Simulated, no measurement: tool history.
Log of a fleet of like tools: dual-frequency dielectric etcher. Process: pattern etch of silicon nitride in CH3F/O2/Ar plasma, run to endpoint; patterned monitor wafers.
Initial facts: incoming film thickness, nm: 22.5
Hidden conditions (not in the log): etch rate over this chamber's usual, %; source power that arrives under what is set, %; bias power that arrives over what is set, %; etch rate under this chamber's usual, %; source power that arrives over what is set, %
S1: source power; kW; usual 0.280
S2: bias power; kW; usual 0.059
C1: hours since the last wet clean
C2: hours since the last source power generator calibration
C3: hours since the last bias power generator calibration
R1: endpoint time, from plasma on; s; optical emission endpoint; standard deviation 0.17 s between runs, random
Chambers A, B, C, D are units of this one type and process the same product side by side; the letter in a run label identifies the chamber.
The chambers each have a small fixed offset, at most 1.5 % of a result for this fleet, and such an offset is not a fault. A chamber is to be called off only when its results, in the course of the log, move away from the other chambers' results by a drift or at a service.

| run | hour | S1 | S2 | C1 | C2 | C3 | R1 |
|---|---|---|---|---|---|---|---|
| 1A | 3.1 | 0.280 | 0.059 | 278.1 | 2789.0 | 3785.5 | 40.010 |
| 2C | 6.8 | 0.280 | 0.059 | 107.4 | 52.7 | 134.4 | 39.356 |
| 3D | 9.9 | 0.280 | 0.059 | 211.6 | 463.9 | 279.9 | 40.184 |
| 4B | 12.8 | 0.280 | 0.059 | 374.2 | 193.5 | 1477.8 | 39.934 |
| 5B | 16.7 | 0.280 | 0.059 | 378.1 | 197.4 | 1481.7 | 40.037 |
| 6A | 19.8 | 0.280 | 0.059 | 294.8 | 2805.7 | 3802.2 | 40.025 |
| 7C | 24.1 | 0.280 | 0.059 | 124.7 | 70.0 | 151.7 | 39.292 |
| 8D | 27.0 | 0.280 | 0.059 | 228.7 | 481.0 | 297.0 | 40.112 |
| 9C | 30.4 | 0.280 | 0.059 | 131.0 | 76.3 | 158.0 | 39.476 |
| 10D | 34.6 | 0.280 | 0.059 | 236.3 | 488.6 | 304.6 | 40.033 |
| 11B | 38.8 | 0.220 | 0.050 | 400.2 | 219.5 | 1503.8 | 46.353 |
| 12A | 41.5 | 0.220 | 0.050 | 316.5 | 2827.4 | 3823.9 | 46.291 |
| 13D | 45.7 | 0.220 | 0.050 | 247.4 | 499.7 | 315.7 | 46.568 |
| 14A | 49.1 | 0.220 | 0.050 | 324.1 | 2835.0 | 3831.5 | 46.274 |
| 15C | 51.4 | 0.280 | 0.059 | 152.0 | 97.3 | 179.0 | 39.805 |
| 16B | 54.1 | 0.280 | 0.059 | 415.5 | 234.8 | 1519.1 | 40.251 |
| 17A | 57.6 | 0.280 | 0.059 | 332.6 | 2843.5 | 3840.0 | 39.956 |
| 18B | 61.7 | 0.280 | 0.059 | 423.1 | 242.4 | 1526.7 | 40.492 |
| 19C | 65.3 | 0.280 | 0.059 | 165.9 | 111.2 | 192.9 | 39.550 |
| 20D | 68.1 | 0.280 | 0.059 | 269.8 | 522.1 | 338.1 | 40.031 |
| 21B | 70.2 | 0.280 | 0.059 | 431.6 | 250.9 | 1535.2 | 40.425 |
| 22C | 74.3 | 0.280 | 0.059 | 174.9 | 120.2 | 201.9 | 39.557 |
| 23D | 76.6 | 0.280 | 0.059 | 278.3 | 530.6 | 346.6 | 39.959 |
| 24A | 80.0 | 0.280 | 0.059 | 355.0 | 2865.9 | 3862.4 | 40.116 |
| 25D | 82.2 | 0.280 | 0.059 | 283.9 | 536.2 | 352.2 | 39.978 |
| 26B | 87.0 | 0.280 | 0.059 | 448.4 | 267.7 | 1552.0 | 40.893 |
| 27C | 89.3 | 0.280 | 0.059 | 189.9 | 135.2 | 216.9 | 39.666 |
| 28A | 92.3 | 0.340 | 0.050 | 367.3 | 2878.2 | 3874.7 | 39.343 |
| 29B | 94.5 | 0.340 | 0.050 | 455.9 | 275.2 | 1559.5 | 40.031 |
| 30A | 98.6 | 0.340 | 0.050 | 373.6 | 2884.5 | 3881.0 | 39.095 |
| 31D | 101.0 | 0.340 | 0.050 | 302.7 | 555.0 | 371.0 | 39.063 |
| 32C | 103.1 | 0.280 | 0.059 | 203.7 | 149.0 | 230.7 | 39.515 |
| 33D | 107.3 | 0.280 | 0.059 | 309.0 | 561.3 | 377.3 | 39.969 |
| 34A | 109.7 | 0.280 | 0.059 | 384.7 | 2895.6 | 3892.1 | 39.854 |
| 35B | 113.9 | 0.280 | 0.059 | 475.3 | 294.6 | 1578.9 | 41.315 |
| 36C | 117.6 | 0.280 | 0.059 | 218.2 | 163.5 | 245.2 | 39.424 |
| 37C | 119.8 | 0.280 | 0.059 | 220.4 | 165.7 | 247.4 | 39.502 |
| 38B | 122.4 | 0.280 | 0.059 | 483.8 | 303.1 | 1587.4 | 41.523 |
| 39A | 124.8 | 0.280 | 0.059 | 399.8 | 2910.7 | 3907.2 | 39.783 |
| 40D | 128.5 | 0.280 | 0.059 | 330.2 | 582.5 | 398.5 | 39.855 |

Which is it: a chamber that has drifted or been left off by a service, a gauge drift common to all chambers, or only each chamber's usual small offset? If a chamber is off, name it and its likeliest cause.

One chamber, B, drifts off from the rest bit by bit.
Cause: etch rate under this chamber's usual, % = 3.83.

Which of the 4 candidates below, each the usual settings with something changed and its results left as question marks, puts chamber B back in line with what the other chambers give on the usual settings?
In line here means within this much of the mean the other chambers give on the usual settings: R1 0.580 s
| 41B-1 | 132.0 | 0.310 | 0.059 |  |  |  | ? |
| 41B-2 | 132.0 | 0.320 | 0.066 |  |  |  | ? |
| 41B-3 | 132.0 | 0.280 | 0.052 |  |  |  | ? |
| 41B-4 | 132.0 | 0.250 | 0.053 |  |  |  | ? |

Usual-settings mean across the other chambers: R1 39.862 s
| run | R1 |
|---|---|
| 41B-1 | 40.042 |
| 41B-2 | 38.102 |
| 41B-3 | 43.406 |
| 41B-4 | 45.082 |
41B-1 puts the chamber back in line with the other chambers.
